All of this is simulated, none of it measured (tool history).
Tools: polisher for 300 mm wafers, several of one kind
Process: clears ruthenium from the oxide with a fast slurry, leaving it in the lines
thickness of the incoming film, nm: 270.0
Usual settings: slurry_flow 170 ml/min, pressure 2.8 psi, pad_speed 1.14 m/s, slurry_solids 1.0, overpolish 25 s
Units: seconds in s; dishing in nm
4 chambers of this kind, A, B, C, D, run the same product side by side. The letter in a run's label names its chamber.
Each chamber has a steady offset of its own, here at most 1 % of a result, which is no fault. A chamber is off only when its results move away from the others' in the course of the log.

run   hour  slurry_flow  pressure  pad_speed  slurry_solids  overpolish  wafers polished on this pad  hours since the slurry nozzle was cleaned  hours since the head pressure was calibrated  hours since the slurry blender was calibrated  seconds  dishing
 1A    6.0          170       2.8       1.14            1.0          25                          897                                      396.0                                         405.5                                          232.1   70.062   67.326
 2B    9.4          170       2.8       1.14            1.0          25                          278                                       74.4                                          25.7                                           50.9   68.462   67.781
 3C   14.0          170       2.8       1.14            1.0          25                          901                                      275.5                                         133.9                                          324.9   68.158   67.254
      20.6  -- chamber C: slurry blender recalibrated
 4D   21.1          170       2.8       1.14            1.0          25                          439                                      475.1                                         768.8                                          204.7   68.476   68.128
 5B   27.0          170       2.8       1.14            1.0          25                          441                                       92.0                                          43.3                                           68.5   68.753   68.624
 6A   31.5          170       2.8       1.14            1.3          25                         1134                                      421.5                                         431.0                                          257.6   62.869   73.531
 7D   36.4          170       2.8       1.14            1.3          25                          581                                      490.4                                         784.1                                          220.0   61.701   73.709
      36.8  -- chamber A: worn pad replaced by a new one
      39.6  -- chamber D: worn pad replaced by a new one
 8C   40.7          170       2.8       1.14            1.3          25                         1149                                      302.2                                         160.6                                           20.2   63.302   72.625
 9D   47.2          170       2.8       1.14            1.3          25                           71                                      501.2                                         794.9                                          230.8   61.012   74.670
10A   52.7          170       2.8       1.14            1.0          25                          147                                      442.7                                         452.2                                          278.8   68.909   68.113
11C   58.0          170       2.8       1.14            1.0          25                         1310                                      319.5                                         177.9                                           37.5   69.350   67.634
12B   63.4          135       2.8       1.14            1.0          25                          780                                      128.4                                          79.7                                          104.9   72.149   66.583
13B   69.7          135       2.8       1.14            1.0          25                          838                                      134.7                                          86.0                                          111.2   71.625   65.854
      75.0  -- chamber A: slurry nozzle cleaned
14A   77.4          135       2.8       1.14            1.0          25                          377                                        2.5                                         476.9                                          303.5   73.443   65.993
15C   84.2          135       2.8       1.14            1.0          25                         1554                                      345.7                                         204.1                                           63.7   74.045   64.128
      86.1  -- chamber B: worn pad replaced by a new one
16D   90.3          170       2.8       1.14            1.0          25                          472                                      544.3                                         838.0                                          273.9   68.996   67.449
      94.6  -- chamber D: worn pad replaced by a new one
17A   97.5          170       2.8       1.14            1.0          25                          564                                       22.6                                         497.0                                          323.6   70.785   68.530
      98.0  -- chamber D: slurry nozzle cleaned
18C  101.7          170       2.8       1.14            0.9          25                         1717                                      363.2                                         221.6                                           81.2   73.990   63.842
     106.4  -- chamber B: slurry blender recalibrated
     106.4  -- chamber A: head pressure recalibrated
19D  108.4          170       2.8       1.14            0.9          25                          128                                       10.4                                         856.1                                          292.0   73.212   65.656
20B  111.9          170       2.8       1.14            0.9          25                          240                                      176.9                                         128.2                                            5.5   74.176   65.316
21D  118.2          170       2.8       1.14            0.9          25                          220                                       20.2                                         865.9                                          301.8   71.055   65.667
22B  124.9          170       2.8       1.14            1.0          25                          361                                      189.9                                         141.2                                           18.5   71.175   67.234
23A  128.7          170       2.8       1.14            1.0          25                          854                                       53.8                                          22.4                                          354.8   71.221   66.365
24C  132.6          170       2.8       1.14            1.0          25                         2004                                      394.1                                         252.5                                          112.1   73.212   64.152
25A  137.8          170       2.8       1.14            1.0          25                          939                                       62.9                                          31.5                                          363.9   71.040   67.822
26D  144.2          170       2.8       1.14            1.0          25                          461                                       46.2                                         891.9                                          327.8   71.604   67.407
     150.6  -- chamber D: worn pad replaced by a new one
27C  151.1          170       2.8       1.14            1.0          25                         2176                                      412.6                                         271.0                                          130.6   71.983   63.301
28B  155.5          170       2.8       1.14            1.0          25                          645                                      220.5                                         171.8                                           49.1   71.431   66.667
29B  161.3          170       2.8       1.14            1.0          25                          699                                      226.3                                         177.6                                           54.9   72.519   67.735
30D  167.9          170       2.8       1.14            1.0          25                          161                                       69.9                                         915.6                                          351.5   67.334   68.026
31A  173.2          170       2.8       1.14            1.0          25                         1268                                       98.3                                          66.9                                          399.3   70.337   67.764

Is one chamber off against the others, does the gauge drift, or is nothing wrong? If a chamber is off, say which, and what the likeliest cause is.

Chamber C drifts away from the others.
Cause: removal rate lost through wear of the pad, % = 9.38.
The log may not tell that from: slurry flow missing at the pad, %; head's pressure below its setpoint, %; abrasive missing from the slurry, %.

Here are 4 candidates for chamber C's next run, each the usual settings with a change, their results left as question marks. Which one brings its results back in line with what the others give on the usual settings?
In line means no further than this from the other chambers' mean on the usual settings: seconds 3.900 s; dishing 2.600 nm
32C-1  178.7          170       2.6       1.04           0.95          25                                                                                                                                                                             ?        ?
32C-2  178.7          170       2.9       1.20           1.00          25                                                                                                                                                                             ?        ?
32C-3  178.7          170       2.7       1.08           1.00          25                                                                                                                                                                             ?        ?
32C-4  178.7          170       3.0       1.24           1.05          26                                                                                                                                                                             ?        ?

The other chambers' mean on the usual settings: seconds 69.961 s; dishing 67.650 nm
  run  seconds  dishing
32C-1   91.627   54.048
32C-2   69.556   66.971
32C-3   82.994   58.475
32C-4   63.668   73.551
32C-2 brings the chamber back in line.
